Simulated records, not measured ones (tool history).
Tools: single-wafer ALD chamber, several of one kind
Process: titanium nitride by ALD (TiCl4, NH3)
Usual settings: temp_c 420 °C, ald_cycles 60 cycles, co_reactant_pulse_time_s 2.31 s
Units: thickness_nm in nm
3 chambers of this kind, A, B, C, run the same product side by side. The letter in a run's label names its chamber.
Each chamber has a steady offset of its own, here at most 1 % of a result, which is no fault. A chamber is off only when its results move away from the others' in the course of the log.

run,day,temp_c,ald_cycles,co_reactant_pulse_time_s,hours since the last thermocouple change,"read-back reference wafer on the same gauge, thickness_nm",thickness_nm
1A,0.238,420,60,2.31,1497.2,1.4997,1.3453
2C,0.35,420,60,2.31,696.4,1.4994,1.3305
3B,0.538,420,60,2.31,2063.8,1.4992,1.336
4C,0.717,420,60,2.31,705.2,1.4991,1.3252
5A,0.912,420,60,2.31,1513.4,1.4983,1.3381
6B,1.117,420,60,2.31,2077.7,1.4984,1.3363
7A,1.296,420,60,2.31,1522.6,1.4982,1.3399
8C,1.438,420,60,2.31,722.5,1.4982,1.3248
9B,1.612,420,60,1.7,2089.6,1.4982,1.3216
10A,1.85,420,60,1.7,1535.9,1.4976,1.3252
11B,2.025,420,60,1.7,2099.5,1.497,1.3242
12C,2.246,420,60,2.31,741.9,1.4976,1.3258
13B,2.412,420,60,2.31,2108.8,1.4968,1.3372
14C,2.558,420,69,1.7,749.4,1.4972,1.5086
15A,2.733,420,69,1.7,1557.1,1.4966,1.5288
16A,2.929,420,69,1.7,1561.8,1.4967,1.5277
17C,3.042,420,60,2.31,761,1.4962,1.322
18B,3.233,420,60,2.31,2128.5,1.4961,1.3358
19B,3.462,420,60,2.31,2134,1.4958,1.3305
20A,3.7,420,60,2.31,1580.3,1.4955,1.3393
21C,3.817,420,60,2.31,779.6,1.4953,1.319
22C,3.946,420,60,2.31,782.7,1.4946,1.3249
23B,4.117,420,60,2.31,2149.7,1.4956,1.3323
24A,4.325,420,60,2.31,1595.3,1.4945,1.3386
25A,4.429,420,60,2.31,1597.8,1.4948,1.3394
26C,4.592,420,60,2.31,798.2,1.4943,1.32
27B,4.712,420,54,2.66,2164,1.493,1.2047
28A,4.892,420,54,2.66,1608.9,1.4937,1.2063
29B,5.121,420,54,2.66,2173.8,1.4931,1.2019
30C,5.229,420,60,2.31,813.5,1.493,1.3213
31C,5.371,420,60,2.31,816.9,1.4931,1.316
32B,5.558,428,60,1.77,2184.3,1.493,1.3252
33A,5.788,428,60,1.77,1630.4,1.4927,1.3287
34B,5.917,428,60,1.77,2192.9,1.4927,1.3215
35C,6.033,420,60,2.31,832.8,1.4922,1.3196
36A,6.171,420,67,2.31,1639.6,1.4922,1.4906
37A,6.321,420,67,2.31,1643.2,1.4919,1.4925
38B,6.508,420,67,2.31,2207.1,1.4923,1.4867
39C,6.704,430,60,3.11,848.9,1.4916,1.332
40A,6.9,430,60,3.11,1657.1,1.4907,1.3432
41B,7.121,430,60,3.11,2221.8,1.4908,1.3379

All 3 chambers run these settings next. Forecast each chamber's results:
42A,7.292,420,60,2.31,,,?
42B,7.292,420,60,2.31,,,?
42C,7.292,420,60,2.31,,,?

run,thickness_nm
42A,1.3306
42B,1.3314
42C,1.322

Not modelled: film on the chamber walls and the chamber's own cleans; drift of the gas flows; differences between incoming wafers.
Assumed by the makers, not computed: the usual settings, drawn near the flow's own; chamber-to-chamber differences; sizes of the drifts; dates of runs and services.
